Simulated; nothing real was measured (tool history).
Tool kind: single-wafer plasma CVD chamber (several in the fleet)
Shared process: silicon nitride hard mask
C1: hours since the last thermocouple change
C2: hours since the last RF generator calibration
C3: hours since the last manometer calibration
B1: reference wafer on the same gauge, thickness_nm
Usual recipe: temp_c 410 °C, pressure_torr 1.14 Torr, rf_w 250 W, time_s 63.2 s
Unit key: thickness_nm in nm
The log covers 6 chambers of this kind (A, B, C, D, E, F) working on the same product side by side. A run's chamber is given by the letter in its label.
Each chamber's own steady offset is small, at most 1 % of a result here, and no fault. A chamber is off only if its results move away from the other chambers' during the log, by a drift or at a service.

Run 1C, hour 6.1: usual settings; C1 1833.7; C2 649.1; C3 1798.0; B1 55.829. Result: thickness_nm 57.098 nm.
Run 2B, hour 10.0: usual settings; C1 60.6; C2 593.3; C3 959.2; B1 55.779. Result: thickness_nm 57.953 nm.
Run 3D, hour 15.3: usual settings; C1 395.3; C2 450.9; C3 815.2; B1 55.785. Result: thickness_nm 57.412 nm.
Run 4A, hour 18.8: usual settings; C1 549.6; C2 489.8; C3 1027.4; B1 55.835. Result: thickness_nm 57.691 nm.
Run 5E, hour 22.6: usual settings but rf_w 215 W; C1 117.7; C2 981.9; C3 505.6; B1 55.820. Result: thickness_nm 51.362 nm.
Run 6F, hour 26.5: usual settings but rf_w 215 W; C1 806.3; C2 484.2; C3 883.9; B1 55.799. Result: thickness_nm 51.605 nm.
Run 7A, hour 33.4: usual settings but rf_w 215 W; C1 564.2; C2 504.4; C3 1042.0; B1 55.809. Result: thickness_nm 51.692 nm.
Run 8F, hour 38.8: usual settings but rf_w 215 W; C1 818.6; C2 496.5; C3 896.2; B1 55.820. Result: thickness_nm 51.217 nm.
Run 9B, hour 44.3: usual settings but rf_w 215 W; C1 94.9; C2 627.6; C3 993.5; B1 55.798. Result: thickness_nm 51.971 nm.
Run 10E, hour 50.9: usual settings but rf_w 215 W; C1 146.0; C2 1010.2; C3 533.9; B1 55.802. Result: thickness_nm 51.408 nm.
At hour 56.0: chamber C: thermocouple changed; heater temperature recalibrated.
Run 11C, hour 57.4: usual settings; C1 1.4; C2 700.4; C3 1849.3; B1 55.796. Result: thickness_nm 57.654 nm.
Run 12D, hour 64.4: usual settings; C1 444.4; C2 500.0; C3 864.3; B1 55.822. Result: thickness_nm 57.347 nm.
Run 13E, hour 70.5: usual settings; C1 165.6; C2 1029.8; C3 553.5; B1 55.844. Result: thickness_nm 57.288 nm.
Run 14B, hour 76.1: usual settings; C1 126.7; C2 659.4; C3 1025.3; B1 55.741. Result: thickness_nm 57.861 nm.
Run 15A, hour 81.5: usual settings; C1 612.3; C2 552.5; C3 1090.1; B1 55.788. Result: thickness_nm 57.488 nm.
Run 16F, hour 87.5: usual settings; C1 867.3; C2 545.2; C3 944.9; B1 55.829. Result: thickness_nm 57.839 nm.
Run 17D, hour 92.7: usual settings; C1 472.7; C2 528.3; C3 892.6; B1 55.783. Result: thickness_nm 57.310 nm.
Run 18C, hour 96.0: usual settings but pressure_torr 0.93 Torr; C1 40.0; C2 739.0; C3 1887.9; B1 55.854. Result: thickness_nm 53.388 nm.
Run 19D, hour 100.2: usual settings but pressure_torr 0.93 Torr; C1 480.2; C2 535.8; C3 900.1; B1 55.792. Result: thickness_nm 53.368 nm.
Run 20B, hour 105.4: usual settings but pressure_torr 0.93 Torr; C1 156.0; C2 688.7; C3 1054.6; B1 55.796. Result: thickness_nm 53.948 nm.
Run 21F, hour 110.7: usual settings but pressure_torr 0.93 Torr; C1 890.5; C2 568.4; C3 968.1; B1 55.814. Result: thickness_nm 54.288 nm.
Run 22C, hour 117.0: usual settings but pressure_torr 0.93 Torr; C1 61.0; C2 760.0; C3 1908.9; B1 55.839. Result: thickness_nm 53.284 nm.
Run 23A, hour 120.4: usual settings but pressure_torr 0.93 Torr; C1 651.2; C2 591.4; C3 1129.0; B1 55.819. Result: thickness_nm 53.754 nm.
Run 24E, hour 125.9: usual settings; C1 221.0; C2 1085.2; C3 608.9; B1 55.803. Result: thickness_nm 57.483 nm.
Run 25A, hour 129.2: usual settings but temp_c 416 °C, time_s 73.4 s; C1 660.0; C2 600.2; C3 1137.8; B1 55.783. Result: thickness_nm 67.190 nm.
Run 26B, hour 135.6: usual settings but temp_c 416 °C, time_s 73.4 s; C1 186.2; C2 718.9; C3 1084.8; B1 55.844. Result: thickness_nm 67.333 nm.
Run 27F, hour 142.5: usual settings but temp_c 416 °C, time_s 73.4 s; C1 922.3; C2 600.2; C3 999.9; B1 55.840. Result: thickness_nm 67.266 nm.
Run 28C, hour 149.3: usual settings but temp_c 416 °C, time_s 73.4 s; C1 93.3; C2 792.3; C3 1941.2; B1 55.825. Result: thickness_nm 66.078 nm.
Run 29E, hour 152.9: usual settings but temp_c 416 °C, time_s 73.4 s; C1 248.0; C2 1112.2; C3 635.9; B1 55.747. Result: thickness_nm 65.824 nm.
Run 30D, hour 157.0: usual settings but temp_c 416 °C, time_s 73.4 s; C1 537.0; C2 592.6; C3 956.9; B1 55.788. Result: thickness_nm 66.021 nm.
Run 31A, hour 162.3: usual settings; C1 693.1; C2 633.3; C3 1170.9; B1 55.832. Result: thickness_nm 57.625 nm.
Run 32E, hour 165.8: usual settings; C1 260.9; C2 1125.1; C3 648.8; B1 55.784. Result: thickness_nm 56.998 nm.
Run 33B, hour 169.7: usual settings but temp_c 423 °C; C1 220.3; C2 753.0; C3 1118.9; B1 55.792. Result: thickness_nm 58.038 nm.
Run 34F, hour 173.1: usual settings but temp_c 423 °C; C1 952.9; C2 630.8; C3 1030.5; B1 55.775. Result: thickness_nm 58.055 nm.
Run 35D, hour 179.2: usual settings but temp_c 423 °C; C1 559.2; C2 614.8; C3 979.1; B1 55.815. Result: thickness_nm 56.981 nm.
Run 36C, hour 185.6: usual settings but temp_c 423 °C; C1 129.6; C2 828.6; C3 1977.5; B1 55.752. Result: thickness_nm 57.087 nm.
Run 37C, hour 191.9: usual settings but temp_c 423 °C; C1 135.9; C2 834.9; C3 1983.8; B1 55.801. Result: thickness_nm 56.812 nm.
Run 38F, hour 197.3: usual settings but temp_c 423 °C; C1 977.1; C2 655.0; C3 1054.7; B1 55.815. Result: thickness_nm 57.847 nm.
Run 39D, hour 203.1: usual settings; C1 583.1; C2 638.7; C3 1003.0; B1 55.790. Result: thickness_nm 57.282 nm.
Run 40B, hour 206.9: usual settings; C1 257.5; C2 790.2; C3 1156.1; B1 55.805. Result: thickness_nm 58.032 nm.
Run 41E, hour 210.2: usual settings; C1 305.3; C2 1169.5; C3 693.2; B1 55.797. Result: thickness_nm 57.036 nm.

Which is it: a chamber that has drifted or been left off by a service, a gauge drift common to all chambers, or only each chamber's usual small offset? If a chamber is off, name it and its likeliest cause.

One chamber, F, drifts off from the rest bit by bit.
Cause: true pressure above the setpoint (%) = 7.09.

Which of the 4 candidates below, each the usual settings with something changed and its results left as question marks, puts chamber F back in line with what the other chambers give on the usual settings?
To be in line, a result may differ from the other chambers' mean on the usual settings by at most: thickness_nm 0.610 nm
Run 42F-1, hour 215.6: usual settings but pressure_torr 1.13 Torr, rf_w 245 W, time_s 61.7 s. Result: thickness_nm ?.
Run 42F-2, hour 215.6: usual settings but pressure_torr 1.15 Torr, time_s 64.1 s. Result: thickness_nm ?.
Run 42F-3, hour 215.6: usual settings but pressure_torr 1.15 Torr, rf_w 255 W, time_s 64.7 s. Result: thickness_nm ?.
Run 42F-4, hour 215.6: usual settings but pressure_torr 1.13 Torr, time_s 62.2 s. Result: thickness_nm ?.

The other chambers' mean on the usual settings: thickness_nm 57.473 nm
  run  thickness_nm
42F-1        56.348
42F-2        59.693
42F-3        61.089
42F-4        57.610
It is 42F-4 that realigns the chamber with its peers.
